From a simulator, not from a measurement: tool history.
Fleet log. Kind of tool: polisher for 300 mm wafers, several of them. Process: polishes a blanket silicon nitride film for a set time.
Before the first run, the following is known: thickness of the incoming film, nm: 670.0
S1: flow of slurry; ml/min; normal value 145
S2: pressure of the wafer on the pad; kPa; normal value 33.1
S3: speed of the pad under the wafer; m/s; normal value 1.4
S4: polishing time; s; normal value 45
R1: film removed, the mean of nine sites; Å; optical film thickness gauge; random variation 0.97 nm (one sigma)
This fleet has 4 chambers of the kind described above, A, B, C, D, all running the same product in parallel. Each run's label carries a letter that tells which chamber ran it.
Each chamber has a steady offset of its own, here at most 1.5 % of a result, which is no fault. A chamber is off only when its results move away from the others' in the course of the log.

run   hour   S1    S2    S3  S4      R1
 1C    3.8  145  33.1   1.4  45  1161.5
       5.1  -- chamber D: slurry nozzle cleaned
 2A    7.3  145  33.1   1.4  45  1153.3
 3B     12  145  33.1   1.4  45  1158.2
 4D   16.4  145  33.1   1.4  45  1154.4
 5B   21.2  145  33.1   1.4  45  1174.1
 6A   25.7  145  33.1   1.4  36  921.36
 7D   29.1  145  33.1   1.4  36  935.54
      31.6  -- chamber B: worn pad replaced by a new one
 8C   32.1  145  33.1   1.4  36  919.51
      32.9  -- chamber C: head pressure recalibrated
 9B     37  145  33.1   1.4  36  935.45
10C   39.7  145  33.1   1.4  45  1160.5
11A   42.7  145  33.1   1.4  45  1159.9
12D   47.4  145  33.1   1.4  45  1162.5
13A   50.2  145  33.1   1.4  45  1164.7
      51.2  -- chamber D: worn pad replaced by a new one
14C   52.6  145  33.1   1.4  45  1153.4
15B   55.9  110  33.1  1.64  45  1269.1
16D   58.5  110  33.1  1.64  45  1248.7
        61  -- chamber A: worn pad replaced by a new one
17B   63.4  110  33.1  1.64  45  1249.9
18D   67.7  110  33.1  1.64  45  1243.4
19C   72.5  145  33.1   1.4  45  1164.2
20A   74.9  185  33.1   1.4  45  1192.1
21C   78.9  185  33.1   1.4  45  1214.8
      79.5  -- chamber A: head pressure recalibrated
22A   82.8  185  33.1   1.4  45  1219.9
23D   86.8  185  33.1   1.4  45    1200
24B   91.2  145  33.1   1.4  45  1167.2
      94.4  -- chamber C: worn pad replaced by a new one
25B   94.8  145  33.1   1.4  45  1159.5
26A   99.6  145  33.1   1.4  45  1153.1
27C  104.1  145  33.1   1.4  45  1183.7
28D  108.5  145  33.1   1.4  45  1164.9
29A  112.9  145  33.1   1.4  45  1150.6
30B  116.8  145  33.1   1.4  45  1178.2
31D  120.6  145  33.1   1.4  45    1152
32C  124.4  145  33.1   1.4  45  1168.4
33A  126.5  145  22.1   1.4  45  765.23
34B  128.7  145  22.1   1.4  45  785.68

Next, every chamber runs the same settings. What will each give?
35A  132.2  145  33.1  1.4  45   ?
35B  132.2  145  33.1  1.4  45   ?
35C  132.2  145  33.1  1.4  45   ?
35D  132.2  145  33.1  1.4  45   ?

run      R1
35A  1142.7
35B  1166.6
35C  1160.1
35D  1155.7
